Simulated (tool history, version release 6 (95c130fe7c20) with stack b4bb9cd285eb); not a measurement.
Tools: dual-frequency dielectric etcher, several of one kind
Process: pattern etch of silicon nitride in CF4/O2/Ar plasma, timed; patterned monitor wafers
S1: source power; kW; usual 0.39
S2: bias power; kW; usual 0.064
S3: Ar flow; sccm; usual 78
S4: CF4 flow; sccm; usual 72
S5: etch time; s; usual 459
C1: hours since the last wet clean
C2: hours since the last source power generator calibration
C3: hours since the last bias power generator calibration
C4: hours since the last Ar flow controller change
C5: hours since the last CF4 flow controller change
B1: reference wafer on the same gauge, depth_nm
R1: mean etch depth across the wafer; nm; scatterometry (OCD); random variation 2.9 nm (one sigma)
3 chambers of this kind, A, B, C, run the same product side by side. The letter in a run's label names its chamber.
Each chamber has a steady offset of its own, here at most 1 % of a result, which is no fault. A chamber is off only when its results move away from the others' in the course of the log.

run 1C day=0.179 | S1=0.39 S2=0.064 S3=78 S4=72 S5=459 | C1=83.3 C2=914.6 C3=146.9 C4=1211.2 C5=2411 | B1=668.79 | R1=763.35
run 2A day=0.504 | S1=0.39 S2=0.064 S3=78 S4=72 S5=459 | C1=238.9 C2=4021.6 C3=886.7 C4=833.5 C5=5583.9 | B1=668.62 | R1=774.85
run 3B day=0.788 | S1=0.39 S2=0.064 S3=78 S4=72 S5=459 | C1=217.4 C2=1734.5 C3=3312.3 C4=2281.8 C5=3326 | B1=668.73 | R1=769.18
run 4B day=0.988 | S1=0.39 S2=0.064 S3=78 S4=72 S5=459 | C1=222.2 C2=1739.3 C3=3317.1 C4=2286.6 C5=3330.8 | B1=668.4 | R1=773.4
run 5A day=1.229 | S1=0.39 S2=0.064 S3=78 S4=72 S5=543.5 | C1=256.3 C2=4039 C3=904.1 C4=850.9 C5=5601.3 | B1=669.35 | R1=917.72
run 6C day=1.504 | S1=0.39 S2=0.064 S3=78 S4=72 S5=543.5 | C1=115.1 C2=946.4 C3=178.7 C4=1243 C5=2442.8 | B1=668.98 | R1=904.47
run 7B day=1.85 | S1=0.39 S2=0.064 S3=78 S4=72 S5=543.5 | C1=242.9 C2=1760 C3=3337.8 C4=2307.3 C5=3351.5 | B1=668.87 | R1=917.71
run 8C day=2.117 | S1=0.39 S2=0.064 S3=78 S4=72 S5=459 | C1=129.8 C2=961.1 C3=193.4 C4=1257.7 C5=2457.5 | B1=669.26 | R1=756.35
run 9A day=2.317 | S1=0.39 S2=0.064 S3=78 S4=72 S5=459 | C1=282.4 C2=4065.1 C3=930.2 C4=877 C5=5627.4 | B1=668.82 | R1=770.41
run 10C day=2.696 | S1=0.39 S2=0.064 S3=78 S4=72 S5=459 | C1=143.7 C2=975 C3=207.3 C4=1271.6 C5=2471.4 | B1=669.15 | R1=764.16
run 11B day=2.929 | S1=0.39 S2=0.064 S3=78 S4=72 S5=459 | C1=268.8 C2=1785.9 C3=3363.7 C4=2333.2 C5=3377.4 | B1=669.03 | R1=769.91
run 12A day=3.121 | S1=0.39 S2=0.064 S3=78 S4=72 S5=459 | C1=301.7 C2=4084.4 C3=949.5 C4=896.3 C5=5646.7 | B1=669.04 | R1=770.63
run 13B day=3.367 | S1=0.39 S2=0.064 S3=78 S4=72 S5=459 | C1=279.3 C2=1796.4 C3=3374.2 C4=2343.7 C5=3387.9 | B1=669.38 | R1=771.36
run 14A day=3.567 | S1=0.39 S2=0.064 S3=78 S4=72 S5=459 | C1=312.4 C2=4095.1 C3=960.2 C4=907 C5=5657.4 | B1=668.96 | R1=773.87
run 15C day=3.8 | S1=0.39 S2=0.064 S3=78 S4=72 S5=459 | C1=170.2 C2=1001.5 C3=233.8 C4=1298.1 C5=2497.9 | B1=669.1 | R1=766.34
run 16A day=3.988 | S1=0.39 S2=0.064 S3=78 S4=72 S5=459 | C1=322.5 C2=4105.2 C3=970.3 C4=917.1 C5=5667.5 | B1=669.86 | R1=770.32
run 17B day=4.179 | S1=0.39 S2=0.064 S3=78 S4=72 S5=459 | C1=298.8 C2=1815.9 C3=3393.7 C4=2363.2 C5=3407.4 | B1=668.9 | R1=772.33
run 18C day=4.492 | S1=0.39 S2=0.064 S3=78 S4=72 S5=459 | C1=186.8 C2=1018.1 C3=250.4 C4=1314.7 C5=2514.5 | B1=669.67 | R1=758.65
run 19A day=4.808 | S1=0.39 S2=0.064 S3=78 S4=72 S5=459 | C1=342.2 C2=4124.9 C3=990 C4=936.8 C5=5687.2 | B1=668.53 | R1=773.73
run 20B day=5.033 | S1=0.39 S2=0.064 S3=78 S4=72 S5=459 | C1=319.3 C2=1836.4 C3=3414.2 C4=2383.7 C5=3427.9 | B1=669.59 | R1=770.54

Is one chamber off against the others, does the gauge drift, or is nothing wrong? If a chamber is off, say which, and what the likeliest cause is.

No chamber stands off beyond its own small offset, and the gauge holds steady.
